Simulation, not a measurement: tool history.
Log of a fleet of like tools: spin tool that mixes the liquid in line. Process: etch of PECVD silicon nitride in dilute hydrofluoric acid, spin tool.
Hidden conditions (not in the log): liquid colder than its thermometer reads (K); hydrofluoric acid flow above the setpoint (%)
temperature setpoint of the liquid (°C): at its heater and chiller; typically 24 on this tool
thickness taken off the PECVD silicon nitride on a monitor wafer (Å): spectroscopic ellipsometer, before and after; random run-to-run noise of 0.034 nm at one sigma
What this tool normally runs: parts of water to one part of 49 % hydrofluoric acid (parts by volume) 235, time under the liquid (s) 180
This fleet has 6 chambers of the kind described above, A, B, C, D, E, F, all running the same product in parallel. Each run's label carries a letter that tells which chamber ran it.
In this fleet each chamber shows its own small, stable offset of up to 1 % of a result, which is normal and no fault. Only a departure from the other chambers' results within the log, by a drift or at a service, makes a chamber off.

run	hour	temperature setpoint of the liquid (°C)	parts of water to one part of 49 % hydrofluoric acid (parts by volume)	time under the liquid (s)	hours since the thermometer was replaced	hours since the hydrofluoric acid flow meter was replaced	read-back film thickness of the PECVD silicon nitride reference wafer, read on the same gauge (nm)	thickness taken off the PECVD silicon nitride on a monitor wafer (Å)
1E	9.5	24	235	180	664.1	264.7	109.98	14.8230
2B	19.0	24	235	180	129.4	230.8	110.00	15.3920
3C	34.1	24	235	180	871.3	1293.1	110.01	13.9450
4D	46.0	24	235	180	584.6	1355.1	109.99	14.8910
5A	58.5	24	235	180	2521.9	510.2	110.02	14.8970
# hour 66.9: chamber F: hydrofluoric acid flow meter replaced
6F	73.3	24	235	180	1846.4	6.4	109.99	14.7890
7A	84.7	24	235	180	2548.1	536.4	109.99	15.3900
8B	97.8	24	235	180	208.2	309.6	110.01	15.4790
9F	106.8	24	235	180	1879.9	39.9	109.99	14.6930
10C	113.9	24	235	180	951.1	1372.9	110.01	15.3860
11D	127.9	24	235	180	666.5	1437.0	109.99	15.2590
12E	143.0	20	235	95	797.6	398.2	110.00	6.0391
13F	150.3	20	235	95	1923.4	83.4	110.00	6.1785
14B	160.8	20	235	95	271.2	372.6	110.01	6.0095
15A	173.1	20	235	95	2636.5	624.8	110.00	6.1500
16C	186.9	20	235	95	1024.1	1445.9	109.99	5.9037
# hour 197.0: chamber C: hydrofluoric acid flow meter replaced
17E	202.5	20	235	95	857.1	457.7	109.98	6.0681
18D	210.8	24	235	180	749.4	1519.9	110.00	14.8590
19D	219.3	24	235	180	757.9	1528.4	110.00	14.6190
# hour 228.0: chamber F: thermometer replaced
20E	234.1	24	235	180	888.7	489.3	110.02	14.8670
21C	241.5	24	235	180	1078.7	44.5	110.00	15.3220
22A	253.5	24	235	180	2716.9	705.2	110.00	15.1210
23F	266.3	24	125	180	38.4	199.4	110.02	28.3310
24B	278.9	24	125	180	389.3	490.7	110.02	27.6660
25B	288.7	24	125	180	399.1	500.5	109.96	27.9010
26D	298.7	24	125	180	837.3	1607.8	109.99	26.1610
27C	308.7	24	125	180	1145.9	111.7	109.99	27.6740
28F	319.1	24	125	180	91.2	252.2	110.01	29.3680
29A	329.6	24	235	180	2793.0	781.3	110.02	14.9600
30E	341.3	24	235	180	995.9	596.5	110.01	14.6720
31A	355.8	24	235	180	2819.2	807.5	110.00	14.6350
32C	369.2	24	235	180	1206.4	172.2	109.99	15.5490
33B	383.4	24	235	115	493.8	595.2	109.99	9.3677
34E	395.9	24	235	115	1050.5	651.1	110.01	9.3874
# hour 398.2: chamber A: thermometer replaced
35F	409.3	24	235	115	181.4	342.4	110.00	9.6293
36D	420.2	24	235	115	958.8	1729.3	109.98	8.4889
37D	433.7	24	235	115	972.3	1742.8	110.00	8.7077
38E	443.5	24	235	115	1098.1	698.7	110.01	9.3941
39C	452.5	24	235	180	1289.7	255.5	109.98	14.8050
40A	466.0	24	170	85	67.9	917.7	110.02	9.3668
41F	475.1	24	170	85	247.2	408.2	110.02	9.9280

For the next run the whole fleet of 6 chambers uses the same settings. Give each chamber's results:
42A	486.3	24	235	280				?
42B	486.3	24	235	280				?
42C	486.3	24	235	280				?
42D	486.3	24	235	280				?
42E	486.3	24	235	280				?
42F	486.3	24	235	280				?

run	thickness taken off the PECVD silicon nitride on a monitor wafer (Å)
42A	23.0960
42B	22.5580
42C	23.6500
42D	20.7700
42E	23.1520
42F	23.9100
